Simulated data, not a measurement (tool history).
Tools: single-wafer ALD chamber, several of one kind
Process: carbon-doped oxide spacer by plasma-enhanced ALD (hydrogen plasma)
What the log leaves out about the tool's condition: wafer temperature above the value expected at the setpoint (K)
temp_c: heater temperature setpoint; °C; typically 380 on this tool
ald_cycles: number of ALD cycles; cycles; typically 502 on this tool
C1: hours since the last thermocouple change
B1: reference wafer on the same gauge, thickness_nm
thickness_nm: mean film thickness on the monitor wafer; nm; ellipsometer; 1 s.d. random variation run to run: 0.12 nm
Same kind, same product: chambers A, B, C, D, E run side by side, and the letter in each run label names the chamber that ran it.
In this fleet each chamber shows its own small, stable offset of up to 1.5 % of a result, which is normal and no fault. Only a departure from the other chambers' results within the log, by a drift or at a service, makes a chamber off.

{"run": "1C", "hour": 3.8, "temp_c": 380, "ald_cycles": 502, "C1": 792.9, "B1": 23.814, "thickness_nm": 25.122}
{"run": "2D", "hour": 8.9, "temp_c": 380, "ald_cycles": 502, "C1": 1755.1, "B1": 23.807, "thickness_nm": 25.022}
{"run": "3E", "hour": 13.3, "temp_c": 380, "ald_cycles": 502, "C1": 2068, "B1": 23.817, "thickness_nm": 24.77}
{"run": "4A", "hour": 17.3, "temp_c": 380, "ald_cycles": 502, "C1": 252.9, "B1": 23.773, "thickness_nm": 24.724}
{"run": "5B", "hour": 20.9, "temp_c": 380, "ald_cycles": 502, "C1": 112.3, "B1": 23.777, "thickness_nm": 25.305}
{"run": "6A", "hour": 24.7, "temp_c": 380, "ald_cycles": 502, "C1": 260.3, "B1": 23.81, "thickness_nm": 24.847}
{"run": "7E", "hour": 28.7, "temp_c": 380, "ald_cycles": 502, "C1": 2083.4, "B1": 23.799, "thickness_nm": 24.772}
{"run": "8B", "hour": 32.7, "temp_c": 380, "ald_cycles": 502, "C1": 124.1, "B1": 23.809, "thickness_nm": 25.2}
{"run": "9C", "hour": 38.4, "temp_c": 380, "ald_cycles": 502, "C1": 827.5, "B1": 23.789, "thickness_nm": 25.235}
{"run": "10D", "hour": 43.1, "temp_c": 380, "ald_cycles": 502, "C1": 1789.3, "B1": 23.827, "thickness_nm": 25.017}
{"run": "11A", "hour": 48.5, "temp_c": 380, "ald_cycles": 502, "C1": 284.1, "B1": 23.82, "thickness_nm": 24.747}
{"run": "12E", "hour": 53.0, "temp_c": 380, "ald_cycles": 502, "C1": 2107.7, "B1": 23.81, "thickness_nm": 24.889}
{"run": "13D", "hour": 57.0, "temp_c": 370, "ald_cycles": 502, "C1": 1803.2, "B1": 23.802, "thickness_nm": 25.132}
{"run": "14C", "hour": 60.0, "temp_c": 370, "ald_cycles": 502, "C1": 849.1, "B1": 23.787, "thickness_nm": 25.254}
{"run": "15B", "hour": 64.2, "temp_c": 370, "ald_cycles": 502, "C1": 155.6, "B1": 23.802, "thickness_nm": 25.154}
{"run": "16A", "hour": 68.0, "temp_c": 370, "ald_cycles": 502, "C1": 303.6, "B1": 23.813, "thickness_nm": 24.81}
{"run": "17D", "hour": 71.0, "temp_c": 370, "ald_cycles": 502, "C1": 1817.2, "B1": 23.809, "thickness_nm": 25.078}
{"run": "18B", "hour": 73.5, "temp_c": 380, "ald_cycles": 502, "C1": 164.9, "B1": 23.804, "thickness_nm": 25.22}
{"run": "19E", "hour": 76.5, "temp_c": 380, "ald_cycles": 502, "C1": 2131.2, "B1": 23.845, "thickness_nm": 24.763}
{"run": "20C", "hour": 81.6, "temp_c": 380, "ald_cycles": 502, "C1": 870.7, "B1": 23.782, "thickness_nm": 25.151}
{"run": "21E", "hour": 84.5, "temp_c": 380, "ald_cycles": 502, "C1": 2139.2, "B1": 23.788, "thickness_nm": 25.023}
{"run": "22A", "hour": 87.3, "temp_c": 380, "ald_cycles": 502, "C1": 322.9, "B1": 23.803, "thickness_nm": 24.851}
{"run": "23B", "hour": 93.0, "temp_c": 380, "ald_cycles": 502, "C1": 184.4, "B1": 23.801, "thickness_nm": 25.238}
{"run": "24C", "hour": 96.5, "temp_c": 380, "ald_cycles": 502, "C1": 885.6, "B1": 23.797, "thickness_nm": 25.099}
{"run": "25D", "hour": 100.0, "temp_c": 380, "ald_cycles": 502, "C1": 1846.2, "B1": 23.775, "thickness_nm": 24.921}
{"run": "26D", "hour": 105.9, "temp_c": 392, "ald_cycles": 554, "C1": 1852.1, "B1": 23.783, "thickness_nm": 27.726}
{"run": "27B", "hour": 110.1, "temp_c": 392, "ald_cycles": 554, "C1": 201.5, "B1": 23.812, "thickness_nm": 27.796}
{"run": "28C", "hour": 112.7, "temp_c": 392, "ald_cycles": 554, "C1": 901.8, "B1": 23.797, "thickness_nm": 27.899}
{"run": "29E", "hour": 116.0, "temp_c": 392, "ald_cycles": 554, "C1": 2170.7, "B1": 23.816, "thickness_nm": 27.499}
{"run": "30A", "hour": 119.9, "temp_c": 392, "ald_cycles": 554, "C1": 355.5, "B1": 23.793, "thickness_nm": 27.418}
{"run": "31B", "hour": 125.5, "temp_c": 380, "ald_cycles": 502, "C1": 216.9, "B1": 23.815, "thickness_nm": 25.152}
{"run": "32D", "hour": 128.2, "temp_c": 380, "ald_cycles": 502, "C1": 1874.4, "B1": 23.799, "thickness_nm": 25.15}
{"run": "33E", "hour": 131.3, "temp_c": 371, "ald_cycles": 502, "C1": 2186, "B1": 23.813, "thickness_nm": 24.917}
{"run": "34C", "hour": 136.0, "temp_c": 371, "ald_cycles": 502, "C1": 925.1, "B1": 23.793, "thickness_nm": 25.31}
{"run": "35A", "hour": 140.0, "temp_c": 371, "ald_cycles": 502, "C1": 375.6, "B1": 23.815, "thickness_nm": 24.97}
{"run": "36D", "hour": 144.9, "temp_c": 371, "ald_cycles": 502, "C1": 1891.1, "B1": 23.794, "thickness_nm": 25.089}
{"run": "37A", "hour": 148.6, "temp_c": 371, "ald_cycles": 502, "C1": 384.2, "B1": 23.791, "thickness_nm": 24.696}
{"run": "38B", "hour": 153.6, "temp_c": 380, "ald_cycles": 502, "C1": 245, "B1": 23.762, "thickness_nm": 25.37}
{"run": "39E", "hour": 157.5, "temp_c": 380, "ald_cycles": 502, "C1": 2212.2, "B1": 23.779, "thickness_nm": 25.027}
{"run": "40C", "hour": 162.7, "temp_c": 389, "ald_cycles": 442, "C1": 951.8, "B1": 23.826, "thickness_nm": 22.086}

What goes on in this fleet: one chamber off, a drifting gauge, or nothing beyond the chambers' own small offsets? Name the chamber and the cause, if any.

No chamber is off and the gauge is stable; the differences are just each chamber's small, constant offset.

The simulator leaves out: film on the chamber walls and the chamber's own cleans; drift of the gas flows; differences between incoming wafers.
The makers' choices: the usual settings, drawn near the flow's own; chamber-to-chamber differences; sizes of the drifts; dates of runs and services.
